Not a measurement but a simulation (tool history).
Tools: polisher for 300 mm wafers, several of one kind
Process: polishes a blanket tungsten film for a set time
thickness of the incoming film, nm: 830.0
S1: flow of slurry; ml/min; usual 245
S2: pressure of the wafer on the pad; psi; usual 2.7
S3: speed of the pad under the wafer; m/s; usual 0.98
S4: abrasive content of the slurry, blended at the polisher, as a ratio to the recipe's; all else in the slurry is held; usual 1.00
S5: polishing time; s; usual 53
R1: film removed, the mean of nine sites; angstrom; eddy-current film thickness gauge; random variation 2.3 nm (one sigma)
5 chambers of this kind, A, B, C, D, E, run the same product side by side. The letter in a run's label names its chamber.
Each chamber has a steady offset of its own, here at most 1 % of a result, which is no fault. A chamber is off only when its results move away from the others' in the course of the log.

{"run": "1A", "hour": 10.5, "S1": 245, "S2": 2.7, "S3": 0.98, "S4": 1.0, "S5": 53, "R1": 2096.7}
{"hour": 16.6, "done": "chamber D: worn pad replaced by a new one"}
{"run": "2D", "hour": 17.0, "S1": 245, "S2": 2.7, "S3": 0.98, "S4": 1.0, "S5": 53, "R1": 2095.8}
{"hour": 17.7, "done": "chamber D: slurry tank refilled with fresh slurry and peroxide"}
{"hour": 21.6, "done": "chamber A: slurry tank refilled with fresh slurry and peroxide"}
{"run": "3E", "hour": 28.1, "S1": 245, "S2": 2.7, "S3": 0.98, "S4": 1.0, "S5": 53, "R1": 2077.8}
{"hour": 30.9, "done": "chamber B: worn pad replaced by a new one"}
{"run": "4B", "hour": 34.0, "S1": 245, "S2": 2.7, "S3": 0.98, "S4": 1.0, "S5": 53, "R1": 2133.4}
{"hour": 34.7, "done": "chamber B: slurry tank refilled with fresh slurry and peroxide"}
{"hour": 36.8, "done": "chamber A: slurry blender recalibrated"}
{"hour": 43.3, "done": "chamber C: worn pad replaced by a new one"}
{"run": "5C", "hour": 44.6, "S1": 245, "S2": 2.7, "S3": 0.98, "S4": 1.0, "S5": 53, "R1": 2072.0}
{"hour": 51.0, "done": "chamber C: slurry tank refilled with fresh slurry and peroxide"}
{"run": "6B", "hour": 53.8, "S1": 245, "S2": 2.7, "S3": 0.98, "S4": 1.0, "S5": 53, "R1": 2133.8}
{"hour": 62.5, "done": "chamber D: slurry tank refilled with fresh slurry and peroxide"}
{"run": "7A", "hour": 62.9, "S1": 245, "S2": 2.7, "S3": 0.98, "S4": 1.0, "S5": 53, "R1": 2074.7}
{"run": "8D", "hour": 70.6, "S1": 245, "S2": 2.7, "S3": 0.98, "S4": 1.0, "S5": 53, "R1": 2113.3}
{"run": "9E", "hour": 81.9, "S1": 245, "S2": 2.7, "S3": 0.98, "S4": 1.0, "S5": 53, "R1": 2042.0}
{"hour": 82.8, "done": "chamber E: worn pad replaced by a new one"}
{"hour": 83.2, "done": "chamber A: worn pad replaced by a new one"}
{"hour": 84.6, "done": "chamber B: slurry tank refilled with fresh slurry and peroxide"}
{"run": "10C", "hour": 87.5, "S1": 245, "S2": 2.7, "S3": 0.98, "S4": 1.0, "S5": 53, "R1": 2041.1}
{"hour": 91.4, "done": "chamber A: slurry tank refilled with fresh slurry and peroxide"}
{"run": "11A", "hour": 94.2, "S1": 175, "S2": 2.7, "S3": 0.98, "S4": 1.0, "S5": 53, "R1": 2018.8}
{"run": "12D", "hour": 101.0, "S1": 175, "S2": 2.7, "S3": 0.98, "S4": 1.0, "S5": 53, "R1": 1966.9}
{"hour": 106.7, "done": "chamber D: worn pad replaced by a new one"}
{"hour": 107.0, "done": "chamber D: slurry nozzle cleaned"}
{"hour": 110.1, "done": "chamber E: slurry tank refilled with fresh slurry and peroxide"}
{"hour": 111.0, "done": "chamber C: head pressure recalibrated"}
{"hour": 111.4, "done": "chamber D: slurry tank refilled with fresh slurry and peroxide"}
{"run": "13C", "hour": 112.6, "S1": 175, "S2": 2.7, "S3": 0.98, "S4": 1.0, "S5": 53, "R1": 2014.4}
{"hour": 113.3, "done": "chamber C: slurry tank refilled with fresh slurry and peroxide"}
{"hour": 116.8, "done": "chamber E: slurry blender recalibrated"}
{"run": "14E", "hour": 120.8, "S1": 175, "S2": 2.7, "S3": 0.98, "S4": 1.0, "S5": 53, "R1": 2039.9}
{"hour": 127.1, "done": "chamber B: worn pad replaced by a new one"}
{"run": "15B", "hour": 131.1, "S1": 175, "S2": 2.7, "S3": 0.98, "S4": 1.0, "S5": 53, "R1": 2020.6}
{"hour": 133.9, "done": "chamber C: slurry blender recalibrated"}
{"run": "16A", "hour": 143.1, "S1": 245, "S2": 2.7, "S3": 0.98, "S4": 1.0, "S5": 67, "R1": 2722.0}
{"hour": 146.0, "done": "chamber B: slurry tank refilled with fresh slurry and peroxide"}
{"hour": 147.0, "done": "chamber B: slurry blender recalibrated"}
{"hour": 148.9, "done": "chamber E: head pressure recalibrated"}
{"run": "17E", "hour": 149.2, "S1": 245, "S2": 2.7, "S3": 0.98, "S4": 1.0, "S5": 67, "R1": 2666.2}
{"hour": 151.1, "done": "chamber C: worn pad replaced by a new one"}
{"hour": 156.1, "done": "chamber D: slurry tank refilled with fresh slurry and peroxide"}
{"run": "18D", "hour": 156.4, "S1": 245, "S2": 2.7, "S3": 0.98, "S4": 1.0, "S5": 67, "R1": 2666.6}
{"hour": 157.2, "done": "chamber A: slurry tank refilled with fresh slurry and peroxide"}
{"hour": 160.3, "done": "chamber A: slurry nozzle cleaned"}
{"run": "19C", "hour": 163.9, "S1": 245, "S2": 2.7, "S3": 0.98, "S4": 1.0, "S5": 67, "R1": 2700.3}
{"run": "20B", "hour": 172.1, "S1": 245, "S2": 2.7, "S3": 0.98, "S4": 1.0, "S5": 67, "R1": 2677.2}
{"hour": 172.4, "done": "chamber A: worn pad replaced by a new one"}
{"hour": 172.5, "done": "chamber C: slurry tank refilled with fresh slurry and peroxide"}
{"run": "21C", "hour": 179.5, "S1": 245, "S2": 2.7, "S3": 0.98, "S4": 1.0, "S5": 53, "R1": 2033.2}
{"hour": 186.0, "done": "chamber E: worn pad replaced by a new one"}
{"run": "22D", "hour": 188.0, "S1": 245, "S2": 2.7, "S3": 1.28, "S4": 0.8, "S5": 53, "R1": 2608.0}
{"run": "23E", "hour": 194.6, "S1": 245, "S2": 2.7, "S3": 1.28, "S4": 0.8, "S5": 53, "R1": 2619.8}
{"hour": 197.5, "done": "chamber B: slurry tank refilled with fresh slurry and peroxide"}
{"hour": 201.4, "done": "chamber A: slurry blender recalibrated"}
{"run": "24A", "hour": 203.4, "S1": 245, "S2": 2.7, "S3": 1.28, "S4": 0.8, "S5": 53, "R1": 2598.4}
{"hour": 205.7, "done": "chamber D: slurry tank refilled with fresh slurry and peroxide"}
{"run": "25B", "hour": 212.1, "S1": 245, "S2": 2.7, "S3": 1.28, "S4": 0.8, "S5": 53, "R1": 2578.4}
{"hour": 218.0, "done": "chamber D: worn pad replaced by a new one"}
{"run": "26B", "hour": 224.0, "S1": 245, "S2": 2.7, "S3": 1.28, "S4": 0.8, "S5": 53, "R1": 2638.1}
{"hour": 230.5, "done": "chamber A: slurry tank refilled with fresh slurry and peroxide"}
{"hour": 230.5, "done": "chamber C: slurry tank refilled with fresh slurry and peroxide"}
{"hour": 232.4, "done": "chamber D: slurry blender recalibrated"}
{"run": "27D", "hour": 233.8, "S1": 245, "S2": 2.7, "S3": 0.98, "S4": 1.0, "S5": 53, "R1": 2103.5}
{"run": "28E", "hour": 239.7, "S1": 245, "S2": 2.7, "S3": 0.98, "S4": 0.75, "S5": 60, "R1": 2176.4}
{"run": "29A", "hour": 246.4, "S1": 245, "S2": 2.7, "S3": 0.98, "S4": 0.75, "S5": 60, "R1": 2196.4}
{"run": "30C", "hour": 255.1, "S1": 245, "S2": 2.7, "S3": 0.98, "S4": 0.75, "S5": 60, "R1": 2203.0}
{"hour": 257.8, "done": "chamber C: worn pad replaced by a new one"}
{"run": "31C", "hour": 262.0, "S1": 245, "S2": 2.7, "S3": 0.98, "S4": 0.75, "S5": 60, "R1": 2204.5}

What goes on in this fleet: one chamber off, a drifting gauge, or nothing beyond the chambers' own small offsets? Name the chamber and the cause, if any.

No chamber stands off beyond its own small offset, and the gauge holds steady.
